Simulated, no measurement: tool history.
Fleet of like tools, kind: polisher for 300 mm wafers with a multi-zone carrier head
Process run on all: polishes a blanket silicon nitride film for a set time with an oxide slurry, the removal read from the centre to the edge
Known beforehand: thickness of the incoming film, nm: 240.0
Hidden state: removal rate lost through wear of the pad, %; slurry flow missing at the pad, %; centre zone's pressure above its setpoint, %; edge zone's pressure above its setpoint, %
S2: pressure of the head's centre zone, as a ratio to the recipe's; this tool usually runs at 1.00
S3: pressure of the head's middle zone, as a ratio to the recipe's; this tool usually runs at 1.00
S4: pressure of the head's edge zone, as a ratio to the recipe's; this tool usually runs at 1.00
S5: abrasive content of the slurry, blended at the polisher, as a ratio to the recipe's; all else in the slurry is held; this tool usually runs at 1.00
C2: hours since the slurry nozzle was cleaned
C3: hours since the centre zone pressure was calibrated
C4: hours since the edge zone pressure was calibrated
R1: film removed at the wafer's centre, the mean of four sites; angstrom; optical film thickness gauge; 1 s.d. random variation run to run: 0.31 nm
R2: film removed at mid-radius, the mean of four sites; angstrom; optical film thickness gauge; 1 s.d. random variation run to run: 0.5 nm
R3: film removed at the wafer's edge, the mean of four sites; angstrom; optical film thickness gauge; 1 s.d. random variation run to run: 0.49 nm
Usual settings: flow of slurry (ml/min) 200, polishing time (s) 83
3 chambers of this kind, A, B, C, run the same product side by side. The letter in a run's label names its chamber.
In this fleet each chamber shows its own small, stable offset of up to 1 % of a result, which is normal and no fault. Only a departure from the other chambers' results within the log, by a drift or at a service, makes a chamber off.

Run 1B, day 0.471: usual settings; wafers polished on this pad 475; C2 187.1; C3 375.4; C4 712.7. Result: R1 379.83 angstrom, R2 385.65 angstrom, R3 386.60 angstrom.
Run 2C, day 0.854: usual settings; wafers polished on this pad 279; C2 293.7; C3 723.2; C4 317.1. Result: R1 381.75 angstrom, R2 382.86 angstrom, R3 376.44 angstrom.
Run 3A, day 1.154: usual settings; wafers polished on this pad 770; C2 170.4; C3 330.9; C4 1052.3. Result: R1 392.69 angstrom, R2 381.47 angstrom, R3 386.60 angstrom.
Run 4A, day 1.425: usual settings; wafers polished on this pad 808; C2 176.9; C3 337.4; C4 1058.8. Result: R1 395.24 angstrom, R2 387.00 angstrom, R3 386.69 angstrom.
Run 5C, day 1.758: usual settings; wafers polished on this pad 406; C2 315.4; C3 744.9; C4 338.8. Result: R1 381.15 angstrom, R2 394.44 angstrom, R3 387.50 angstrom.
Run 6B, day 2.221: usual settings; wafers polished on this pad 721; C2 229.1; C3 417.4; C4 754.7. Result: R1 381.65 angstrom, R2 389.81 angstrom, R3 389.96 angstrom.
Run 7B, day 2.458: usual settings; wafers polished on this pad 754; C2 234.8; C3 423.1; C4 760.4. Result: R1 379.12 angstrom, R2 379.73 angstrom, R3 392.57 angstrom.
At day 2.504: chamber B: worn pad replaced by a new one.
Run 8A, day 2.842: usual settings but flow of slurry (ml/min) 155; wafers polished on this pad 1007; C2 210.9; C3 371.4; C4 1092.8. Result: R1 367.64 angstrom, R2 373.72 angstrom, R3 367.06 angstrom.
Run 9C, day 3.254: usual settings but flow of slurry (ml/min) 155; wafers polished on this pad 616; C2 351.3; C3 780.8; C4 374.7. Result: R1 365.51 angstrom, R2 370.62 angstrom, R3 371.92 angstrom.
At day 3.608: chamber A: worn pad replaced by a new one.
Run 10C, day 3.679: usual settings but flow of slurry (ml/min) 155; wafers polished on this pad 676; C2 361.5; C3 791.0; C4 384.9. Result: R1 361.76 angstrom, R2 372.20 angstrom, R3 380.64 angstrom.
At day 3.904: chamber C: worn pad replaced by a new one.
Run 11B, day 4.117: usual settings; wafers polished on this pad 226; C2 274.6; C3 462.9; C4 800.2. Result: R1 387.76 angstrom, R2 386.27 angstrom, R3 383.47 angstrom.
At day 4.200: chamber A: edge zone pressure recalibrated.
Run 12A, day 4.371: usual settings; wafers polished on this pad 107; C2 247.6; C3 408.1; C4 4.2. Result: R1 389.47 angstrom, R2 385.24 angstrom, R3 387.58 angstrom.
Run 13B, day 4.717: usual settings; wafers polished on this pad 311; C2 289.0; C3 477.3; C4 814.6. Result: R1 389.34 angstrom, R2 381.57 angstrom, R3 392.52 angstrom.
Run 14C, day 5.158: usual settings; wafers polished on this pad 176; C2 397.0; C3 826.5; C4 420.4. Result: R1 388.94 angstrom, R2 390.60 angstrom, R3 386.98 angstrom.
Run 15A, day 5.550: usual settings; wafers polished on this pad 273; C2 275.9; C3 436.4; C4 32.5. Result: R1 388.35 angstrom, R2 388.80 angstrom, R3 393.48 angstrom.
Run 16C, day 5.862: usual settings; wafers polished on this pad 275; C2 413.9; C3 843.4; C4 437.3. Result: R1 383.43 angstrom, R2 385.01 angstrom, R3 384.48 angstrom.
Run 17B, day 6.142: usual settings; wafers polished on this pad 511; C2 323.2; C3 511.5; C4 848.8. Result: R1 382.51 angstrom, R2 383.41 angstrom, R3 388.75 angstrom.
Run 18A, day 6.571: usual settings; wafers polished on this pad 416; C2 300.4; C3 460.9; C4 57.0. Result: R1 381.49 angstrom, R2 382.42 angstrom, R3 383.54 angstrom.
Run 19C, day 7.029: usual settings; wafers polished on this pad 439; C2 441.9; C3 871.4; C4 465.3. Result: R1 385.75 angstrom, R2 383.62 angstrom, R3 377.86 angstrom.
Run 20A, day 7.425: usual settings; wafers polished on this pad 536; C2 320.9; C3 481.4; C4 77.5. Result: R1 392.35 angstrom, R2 383.98 angstrom, R3 380.90 angstrom.
Run 21B, day 7.671: usual settings but S5 1.15; wafers polished on this pad 726; C2 359.9; C3 548.2; C4 885.5. Result: R1 400.86 angstrom, R2 404.56 angstrom, R3 409.76 angstrom.
Run 22B, day 8.158: usual settings but S5 1.15; wafers polished on this pad 794; C2 371.6; C3 559.9; C4 897.2. Result: R1 408.49 angstrom, R2 400.32 angstrom, R3 412.05 angstrom.
Run 23A, day 8.404: usual settings but S5 1.15; wafers polished on this pad 674; C2 344.4; C3 504.9; C4 101.0. Result: R1 414.97 angstrom, R2 405.62 angstrom, R3 407.09 angstrom.
At day 8.612: chamber B: worn pad replaced by a new one.
Run 24C, day 8.688: usual settings; wafers polished on this pad 672; C2 481.7; C3 911.2; C4 505.1. Result: R1 389.30 angstrom, R2 382.72 angstrom, R3 384.31 angstrom.
At day 8.958: chamber B: centre zone pressure recalibrated.
Run 25B, day 9.067: usual settings; wafers polished on this pad 64; C2 393.4; C3 2.6; C4 919.0. Result: R1 411.80 angstrom, R2 390.53 angstrom, R3 385.39 angstrom.
At day 9.292: chamber C: worn pad replaced by a new one.
Run 26A, day 9.383: usual settings; wafers polished on this pad 811; C2 367.9; C3 528.4; C4 124.5. Result: R1 395.11 angstrom, R2 381.73 angstrom, R3 379.73 angstrom.
At day 9.775: chamber C: slurry nozzle cleaned.
Run 27C, day 9.821: usual settings but S2 0.94, S4 1.11; wafers polished on this pad 74; C2 1.2; C3 938.4; C4 532.3. Result: R1 355.26 angstrom, R2 389.66 angstrom, R3 415.26 angstrom.
Run 28C, day 10.117: usual settings but S2 0.94, S4 1.11; wafers polished on this pad 116; C2 8.3; C3 945.5; C4 539.4. Result: R1 360.03 angstrom, R2 396.60 angstrom, R3 407.06 angstrom.
Run 29A, day 10.517: usual settings but S2 0.94, S4 1.11; wafers polished on this pad 970; C2 395.1; C3 555.6; C4 151.7. Result: R1 362.59 angstrom, R2 394.44 angstrom, R3 397.03 angstrom.
Run 30B, day 10.900: usual settings; wafers polished on this pad 321; C2 437.4; C3 46.6; C4 963.0. Result: R1 409.22 angstrom, R2 370.92 angstrom, R3 394.79 angstrom.
Run 31C, day 11.333: usual settings; wafers polished on this pad 287; C2 37.5; C3 974.7; C4 568.6. Result: R1 387.67 angstrom, R2 378.59 angstrom, R3 379.94 angstrom.
Run 32B, day 11.808: usual settings; wafers polished on this pad 449; C2 459.2; C3 68.4; C4 984.8. Result: R1 415.04 angstrom, R2 383.42 angstrom, R3 394.39 angstrom.
At day 11.817: chamber A: worn pad replaced by a new one.
At day 11.938: chamber B: edge zone pressure recalibrated.
Run 33A, day 12.054: usual settings; wafers polished on this pad 33; C2 432.0; C3 592.5; C4 188.6. Result: R1 388.64 angstrom, R2 393.30 angstrom, R3 384.18 angstrom.
Run 34A, day 12.533: usual settings but flow of slurry (ml/min) 165; wafers polished on this pad 101; C2 443.5; C3 604.0; C4 200.1. Result: R1 374.54 angstrom, R2 378.36 angstrom, R3 378.94 angstrom.
Run 35B, day 12.921: usual settings but flow of slurry (ml/min) 165; wafers polished on this pad 605; C2 485.9; C3 95.1; C4 23.6. Result: R1 399.15 angstrom, R2 361.55 angstrom, R3 374.64 angstrom.
Run 36C, day 13.238: usual settings but flow of slurry (ml/min) 165; wafers polished on this pad 554; C2 83.2; C3 1020.4; C4 614.3. Result: R1 372.84 angstrom, R2 380.66 angstrom, R3 372.56 angstrom.
Run 37B, day 13.500: usual settings but S3 1.08; wafers polished on this pad 687; C2 499.8; C3 109.0; C4 37.5. Result: R1 410.74 angstrom, R2 405.58 angstrom, R3 386.05 angstrom.
Run 38C, day 13.771: usual settings but S3 1.08; wafers polished on this pad 629; C2 96.0; C3 1033.2; C4 627.1. Result: R1 376.45 angstrom, R2 408.53 angstrom, R3 386.68 angstrom.
At day 13.792: chamber C: centre zone pressure recalibrated.
Run 39A, day 14.229: usual settings but S3 1.08; wafers polished on this pad 339; C2 484.2; C3 644.7; C4 240.8. Result: R1 387.81 angstrom, R2 419.12 angstrom, R3 380.38 angstrom.
At day 14.446: chamber C: worn pad replaced by a new one.
At day 14.492: chamber A: centre zone pressure recalibrated.
Run 40C, day 14.696: usual settings; wafers polished on this pad 35; C2 118.2; C3 21.8; C4 649.3. Result: R1 387.63 angstrom, R2 394.54 angstrom, R3 385.76 angstrom.
At day 14.896: chamber B: worn pad replaced by a new one.
Run 41B, day 15.012: usual settings; wafers polished on this pad 16; C2 536.1; C3 145.3; C4 73.8. Result: R1 409.44 angstrom, R2 386.01 angstrom, R3 382.76 angstrom.
Run 42A, day 15.454: usual settings; wafers polished on this pad 511; C2 513.6; C3 23.1; C4 270.2. Result: R1 384.62 angstrom, R2 384.41 angstrom, R3 387.81 angstrom.
Run 43C, day 15.875: usual settings but S2 0.88, S4 1.08; wafers polished on this pad 200; C2 146.5; C3 50.1; C4 677.6. Result: R1 328.33 angstrom, R2 381.26 angstrom, R3 407.67 angstrom.
Run 44A, day 16.217: usual settings but S2 0.88, S4 1.08; wafers polished on this pad 618; C2 531.9; C3 41.4; C4 288.5. Result: R1 335.63 angstrom, R2 384.39 angstrom, R3 397.21 angstrom.

One chamber off, gauge drift, or nothing amiss beyond the chambers' own small offsets? If it is a chamber, which one, and what is the likeliest cause?

After it was serviced, chamber B no longer matches the other chambers.
Likeliest cause: centre zone's pressure above its setpoint, % = 6.19.

Which of the 4 candidates below, each the usual settings with something changed and its results left as question marks, puts chamber B back in line with what the other chambers give on the usual settings?
In line here means within this much of the mean the other chambers give on the usual settings: R1 11.00 angstrom; R2 18.00 angstrom; R3 17.00 angstrom
Run 45B-1, day 16.575: usual settings but flow of slurry (ml/min) 205, S2 1.09, S3 0.95, S4 0.99, polishing time (s) 85. Result: R1 ?, R2 ?, R3 ?.
Run 45B-2, day 16.575: usual settings but flow of slurry (ml/min) 195, S2 0.92, S3 1.04, S4 1.01, polishing time (s) 82. Result: R1 ?, R2 ?, R3 ?.
Run 45B-3, day 16.575: usual settings but S2 1.05, S3 0.98, S4 0.99, polishing time (s) 84. Result: R1 ?, R2 ?, R3 ?.
Run 45B-4, day 16.575: usual settings but S2 0.95, S3 1.02, S4 1.01, polishing time (s) 82. Result: R1 ?, R2 ?, R3 ?.

Usual-settings mean across the other chambers: R1 385.41 angstrom; R2 386.66 angstrom; R3 385.30 angstrom
  run      R1      R2      R3
45B-1  464.99  376.38  400.57
45B-2  370.08  391.83  387.87
45B-3  439.62  381.34  394.64
45B-4  384.89  386.31  389.06
The answer is 45B-4, which returns the chamber to within the allowed miss of the others.
